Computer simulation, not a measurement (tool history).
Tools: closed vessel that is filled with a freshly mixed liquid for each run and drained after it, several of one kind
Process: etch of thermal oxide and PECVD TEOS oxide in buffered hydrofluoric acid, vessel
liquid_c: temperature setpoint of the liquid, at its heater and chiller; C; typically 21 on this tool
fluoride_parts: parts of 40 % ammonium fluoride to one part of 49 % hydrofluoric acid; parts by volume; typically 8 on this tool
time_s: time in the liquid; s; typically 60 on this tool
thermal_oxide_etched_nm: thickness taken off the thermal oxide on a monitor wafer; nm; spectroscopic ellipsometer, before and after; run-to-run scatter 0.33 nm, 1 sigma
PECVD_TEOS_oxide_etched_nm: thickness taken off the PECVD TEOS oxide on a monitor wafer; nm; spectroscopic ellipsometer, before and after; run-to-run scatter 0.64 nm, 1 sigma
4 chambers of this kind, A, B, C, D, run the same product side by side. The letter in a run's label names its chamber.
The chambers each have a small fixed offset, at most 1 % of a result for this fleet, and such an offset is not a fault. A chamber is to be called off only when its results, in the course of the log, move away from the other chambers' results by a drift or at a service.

run	day	liquid_c	fluoride_parts	time_s	read-back film thickness of the thermal oxide reference wafer, read on the same gauge (nm)	read-back film thickness of the PECVD TEOS oxide reference wafer, read on the same gauge (nm)	thermal_oxide_etched_nm	PECVD_TEOS_oxide_etched_nm
1B	0.225	21	8	60	29.965	59.954	72.736	138.93
2D	0.35	21	8	60	30.023	60.048	72.042	139.85
3C	0.492	21	8	60	29.976	59.989	72.812	139.23
4A	0.633	21	8	60	30.002	60.037	71.394	138.52
5B	0.796	21	8	60	30.029	60.049	73.046	138.53
6C	0.979	21	8	60	29.994	59.979	72.457	138.86
7D	1.183	21	8	60	30.057	59.988	72.705	140.39
8A	1.312	21	8	60	30.031	59.965	71.052	138.02
9C	1.492	21	8	60	30.008	59.998	73.168	138.56
10A	1.708	21	8	60	29.975	60.012	70.998	138.58
11D	1.875	21	8	60	30.036	59.982	71.925	140.73
12B	2.029	26	8	35	29.998	59.982	55.651	107.09
13D	2.229	26	8	35	30.025	60.02	55.652	107.75
14B	2.446	26	8	35	29.992	60.002	55.441	106.77
15C	2.542	26	8	35	30.037	60.005	55.195	106.53
16A	2.712	21	8	60	30.001	60.027	72.049	136.99
17A	2.929	21	8	60	29.93	60.075	71.517	138.32
18B	3.042	21	8	60	29.98	60.025	72.346	140.2
19C	3.254	21	8	60	30.018	59.968	72.503	138.07
20D	3.429	18	8	30	30.015	59.993	30.267	58.819
21C	3.538	18	8	30	30.009	60.008	30.454	58.669
22D	3.671	18	8	30	29.983	60.005	30.642	59.288
23B	3.854	18	8	30	29.979	60.013	30.451	58.279
24A	3.954	21	8	60	29.999	59.996	71.132	137.05
25C	4.171	21	8	60	29.981	59.99	71.759	139.14
26A	4.338	21	10	60	30.012	60.018	59.212	114.69
27B	4.525	21	10	60	30.035	59.996	59.372	114.03
28D	4.692	21	10	60	29.969	59.999	59.815	115.79
29D	4.912	21	10	60	29.966	59.961	59.302	116.1
30A	5.133	25	8	60	29.946	59.99	88.671	170.94
31B	5.25	25	8	60	29.995	60.029	90.153	174.01
32C	5.4	25	8	60	30.007	60.004	89.427	174.24
33C	5.571	25	8	60	30.015	59.991	89.27	173.17
34A	5.683	21	8	95	30.022	60.011	112.61	218.91
35B	5.904	21	8	95	29.966	59.993	114.5	220.5
36D	6.038	21	8	95	29.983	60.008	114.17	223.11
37A	6.221	21	8	95	29.965	60.032	113.08	220.02
38B	6.362	21	8	60	29.949	60.016	72.012	140.19
39C	6.496	21	8	60	30.018	60.036	72.578	138.02
40D	6.633	21	8	60	29.932	60	71.955	140.8

Is one chamber off against the others, does the gauge drift, or is nothing wrong? If a chamber is off, say which, and what the likeliest cause is.

Neither any chamber nor the gauge drifts; the chambers differ only by their own small, steady offsets.
